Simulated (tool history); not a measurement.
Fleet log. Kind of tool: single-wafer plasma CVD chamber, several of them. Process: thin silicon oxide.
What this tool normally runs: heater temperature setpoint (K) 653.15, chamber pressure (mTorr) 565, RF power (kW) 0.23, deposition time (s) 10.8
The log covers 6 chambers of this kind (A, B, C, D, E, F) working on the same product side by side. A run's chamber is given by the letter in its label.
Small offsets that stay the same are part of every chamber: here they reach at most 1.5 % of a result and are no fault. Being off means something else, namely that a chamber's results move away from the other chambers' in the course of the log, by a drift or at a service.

run   hour  heater temperature setpoint (K)  chamber pressure (mTorr)  RF power (kW)  deposition time (s)  hours since the last thermocouple change  hours since the last RF generator calibration  hours since the last manometer calibration  read-back reference wafer on the same gauge, thickness_nm  mean film thickness on the monitor wafer (Å)
 1E    3.8                           653.15                       565           0.23                 10.8                                     622.9                                         2378.9                                      1958.4                                                       10.8                                        125.65
 2B    8.4                           653.15                       565           0.23                 10.8                                     486.1                                         1287.5                                      1817.2                                                     10.805                                        125.83
 3D   13.4                           653.15                       565           0.23                 10.8                                     370.2                                            404                                      1111.3                                                     10.805                                        125.37
 4F     20                           653.15                       565           0.23                 10.8                                     104.7                                          670.3                                      1464.3                                                     10.795                                        123.79
 5C   26.9                           653.15                       565           0.23                 10.8                                     708.9                                           75.2                                       722.4                                                     10.796                                         124.5
 6A   30.2                           653.15                       565           0.23                 11.5                                    2512.3                                          135.1                                      1392.1                                                     10.803                                        133.23
 7A   34.5                           653.15                       565           0.23                 11.5                                    2516.6                                          139.4                                      1396.4                                                     10.793                                        133.71
 8B   39.9                           653.15                       565           0.23                 11.5                                     517.6                                           1319                                      1848.7                                                     10.798                                        133.29
 9C   44.6                           653.15                       565           0.23                 11.5                                     726.6                                           92.9                                       740.1                                                     10.803                                        132.73
10F   51.1                           653.15                       565           0.23                 11.5                                     135.8                                          701.4                                      1495.4                                                     10.797                                        132.23
11D   57.3                           653.15                       565           0.23                 11.5                                     414.1                                          447.9                                      1155.2                                                     10.802                                        132.85
12E   63.9                           653.15                       565           0.23                 10.8                                       683                                           2439                                      2018.5                                                     10.795                                        125.93
13F     67                           653.15                       565           0.23                 10.8                                     151.7                                          717.3                                      1511.3                                                     10.796                                        123.89
14A   70.8                           653.15                       565           0.23                 10.8                                    2552.9                                          175.7                                      1432.7                                                     10.802                                        125.49
15D     77                           653.15                       565           0.23                 10.8                                     433.8                                          467.6                                      1174.9                                                     10.796                                        125.12
16E   81.6                           653.15                       565           0.26                  9.5                                     700.7                                         2456.7                                      2036.2                                                     10.804                                        116.96
17C   88.1                           653.15                       565           0.26                  9.5                                     770.1                                          136.4                                       783.6                                                     10.802                                        115.67
18B   91.1                           653.15                       565           0.26                  9.5                                     568.8                                         1370.2                                      1899.9                                                     10.802                                        116.51
19F   94.9                           653.15                       565           0.26                  9.5                                     179.6                                          745.2                                      1539.2                                                     10.805                                        114.74
20A  101.1                           653.15                       565           0.26                  9.5                                    2583.2                                            206                                        1463                                                     10.801                                        116.45
21E  104.6                           653.15                       565           0.26                  9.5                                     723.7                                         2479.7                                      2059.2                                                       10.8                                        117.08
22B  108.8                           653.15                       565           0.23                 10.8                                     586.5                                         1387.9                                      1917.6                                                     10.806                                         126.2
23D  114.5                           653.15                       565           0.23                 10.8                                     471.3                                          505.1                                      1212.4                                                     10.799                                        124.95
24C  119.5                           653.15                       565           0.23                 10.8                                     801.5                                          167.8                                         815                                                     10.799                                        124.71
25F  124.3                           653.15                       669           0.23                  8.7                                       209                                          774.6                                      1568.6                                                     10.802                                        119.22
26A  128.4                           653.15                       669           0.23                  8.7                                    2610.5                                          233.3                                      1490.3                                                     10.799                                        120.61
27E  134.8                           653.15                       669           0.23                  8.7                                     753.9                                         2509.9                                      2089.4                                                     10.803                                         121.1
     135.9  -- chamber F: capacitance manometer re-zeroed and calibrated
28D    141                           653.15                       669           0.23                  8.7                                     497.8                                          531.6                                      1238.9                                                     10.801                                        120.83
29C  144.7                           653.15                       669           0.23                  8.7                                     826.7                                            193                                       840.2                                                     10.805                                        120.16
30B  149.1                           653.15                       669           0.23                  8.7                                     626.8                                         1428.2                                      1957.9                                                     10.799                                        121.62
31E  153.4                           653.15                       565           0.23                 10.8                                     772.5                                         2528.5                                        2108                                                     10.795                                        125.26
32F  159.2                           653.15                       565           0.23                 10.8                                     243.9                                          809.5                                        23.4                                                     10.802                                        124.17
33D  164.6                           653.15                       565           0.23                 10.8                                     521.4                                          555.2                                      1262.5                                                     10.804                                        125.05
34B  168.8                           653.15                       565          0.255                 10.8                                     646.5                                         1447.9                                      1977.6                                                     10.796                                        131.74
35A  174.2                           653.15                       565          0.255                 10.8                                    2656.3                                          279.1                                      1536.1                                                       10.8                                        131.82
     178.4  -- chamber E: RF generator calibrated
36C  180.8                           653.15                       565          0.255                 10.8                                     862.8                                          229.1                                       876.3                                                     10.793                                        129.87
37A    185                           653.15                       565          0.255                 10.8                                    2667.1                                          289.9                                      1546.9                                                     10.795                                        131.62
     185.6  -- chamber A: thermocouple changed; heater temperature recalibrated
     186.9  -- chamber A: capacitance manometer re-zeroed and calibrated
38E    191                           653.15                       565          0.255                 10.8                                     810.1                                           12.6                                      2145.6                                                     10.794                                        131.18
39F  196.9                           653.15                       565          0.255                 10.8                                     281.6                                          847.2                                        61.1                                                       10.8                                        130.54
40C  202.8                           653.15                       565           0.23                 10.8                                     884.8                                          251.1                                       898.3                                                     10.796                                        124.05
41D  207.9                           653.15                       565           0.23                 10.8                                     564.7                                          598.5                                      1305.8                                                     10.802                                        124.73
42B  212.6                           653.15                       565           0.23                 10.8                                     690.3                                         1491.7                                      2021.4                                                     10.794                                        125.36
43D  216.3                           653.15                       565           0.23                 10.8                                     573.1                                          606.9                                      1314.2                                                     10.797                                        125.48
44A  220.3                           653.15                       565           0.23                 10.8                                      34.8                                          325.2                                        33.5                                                       10.8                                        124.87

Predict what each chamber gives when all 6 of them run the settings below next.
45A  225.3                           653.15                       464           0.23                 10.8                                                                                                                                                                                                                                             ?
45B  225.3                           653.15                       464           0.23                 10.8                                                                                                                                                                                                                                             ?
45C  225.3                           653.15                       464           0.23                 10.8                                                                                                                                                                                                                                             ?
45D  225.3                           653.15                       464           0.23                 10.8                                                                                                                                                                                                                                             ?
45E  225.3                           653.15                       464           0.23                 10.8                                                                                                                                                                                                                                             ?
45F  225.3                           653.15                       464           0.23                 10.8                                                                                                                                                                                                                                             ?

run  mean film thickness on the monitor wafer (Å)
45A                                        101.05
45B                                        99.807
45C                                        99.726
45D                                        100.77
45E                                        101.64
45F                                        99.537

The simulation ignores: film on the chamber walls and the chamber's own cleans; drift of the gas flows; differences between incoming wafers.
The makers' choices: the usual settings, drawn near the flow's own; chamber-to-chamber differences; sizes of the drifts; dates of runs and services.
